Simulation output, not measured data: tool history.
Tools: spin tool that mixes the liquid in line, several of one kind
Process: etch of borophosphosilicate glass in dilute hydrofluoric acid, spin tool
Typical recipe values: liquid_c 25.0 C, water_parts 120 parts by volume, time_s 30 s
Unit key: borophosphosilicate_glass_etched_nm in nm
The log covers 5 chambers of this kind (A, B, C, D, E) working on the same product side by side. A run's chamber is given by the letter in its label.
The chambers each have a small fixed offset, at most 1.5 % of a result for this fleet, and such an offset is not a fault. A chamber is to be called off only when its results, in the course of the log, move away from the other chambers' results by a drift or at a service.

run   hour  liquid_c  water_parts  time_s  read-back film thickness of the borophosphosilicate glass reference wafer, read on the same gauge (nm)  borophosphosilicate_glass_etched_nm
 1E    3.1      25.0          120      30                                                                                                  109.99                               13.751
 2D    6.6      25.0          120      30                                                                                                  110.01                               13.686
 3A   11.7      25.0          120      30                                                                                                  110.02                               13.720
 4C   16.9      25.0          120      30                                                                                                  110.01                               13.627
 5B   22.9      25.0          120      30                                                                                                  110.02                               13.607
 6E   28.1      25.0          120      30                                                                                                  110.00                               13.566
      29.1  -- chamber A: hydrofluoric acid flow meter replaced
 7D   33.7      25.0          120      30                                                                                                  109.98                               13.609
 8B   38.3      25.0          120      30                                                                                                  110.01                               13.384
 9C   43.9      25.0          120      30                                                                                                  110.00                               13.444
10A   48.2      25.0          120      30                                                                                                  110.02                               13.614
      51.3  -- chamber E: hydrofluoric acid flow meter replaced
11A   53.8      25.0          120      30                                                                                                  110.02                               13.676
12E   58.5      25.0          120      30                                                                                                  110.01                               13.607
13D   63.0      28.5          140      30                                                                                                  109.99                               12.833
14B   66.8      28.5          140      30                                                                                                  110.01                               12.733
15C   70.8      28.5          140      30                                                                                                  109.97                               12.863
16A   74.7      28.5          140      30                                                                                                  109.99                               13.172
17B   80.7      28.5          140      30                                                                                                  110.00                               12.693
18E   84.2      25.0          120      30                                                                                                  110.00                               13.695
19C   89.5      25.0          120      30                                                                                                  109.99                               13.468
20D   94.1      25.0          120      30                                                                                                  110.00                               13.358
21E  100.3      25.0          120      30                                                                                                  110.01                               13.795
22A  105.2      25.0          120      30                                                                                                  109.99                               13.599
23D  108.0      25.0          120      30                                                                                                  109.98                               13.198
24B  113.9      25.0          120      30                                                                                                  110.01                               13.452
25C  119.1      25.0          120      30                                                                                                  109.99                               13.515
26B  125.1      28.5          145      30                                                                                                  110.00                               12.261
27D  129.8      28.5          145      30                                                                                                  110.02                               11.955
28E  134.6      28.5          145      30                                                                                                  109.98                               12.625
29C  140.1      28.5          145      30                                                                                                  110.02                               12.519
30A  144.7      28.5          145      30                                                                                                  110.01                               12.555
31A  148.0      25.0          120      30                                                                                                  110.00                               13.588
32E  151.5      25.0          120      30                                                                                                  110.01                               13.750

What goes on in this fleet: one chamber off, a drifting gauge, or nothing beyond the chambers' own small offsets? Name the chamber and the cause, if any.

Little by little, chamber D moves away from the other chambers.
Cause: liquid colder than its thermometer reads (K) = 1.35.
Not necessarily distinguishable in this log from: hydrofluoric acid flow below the setpoint (%).

Chamber D could run next with any of the 4 candidate recipes listed below; each alters the usual settings, and their results appear as question marks. Which one brings its results back in line with what the other chambers deliver on the usual settings?
In line here means within this much of the mean the other chambers give on the usual settings: borophosphosilicate_glass_etched_nm 0.330 nm
33D-1  156.0      27.5          120      30                                                                                                                                            ?
33D-2  156.0      24.5          130      30                                                                                                                                            ?
33D-3  156.0      25.0          115      30                                                                                                                                            ?
33D-4  156.0      25.0          125      30                                                                                                                                            ?

Mean of the other chambers on the usual settings: borophosphosilicate_glass_etched_nm 13.577 nm
  run  borophosphosilicate_glass_etched_nm
33D-1                               14.136
33D-2                               11.496
33D-3                               13.493
33D-4                               12.265
Change 33D-3 lands the chamber within the allowed miss of the other chambers.

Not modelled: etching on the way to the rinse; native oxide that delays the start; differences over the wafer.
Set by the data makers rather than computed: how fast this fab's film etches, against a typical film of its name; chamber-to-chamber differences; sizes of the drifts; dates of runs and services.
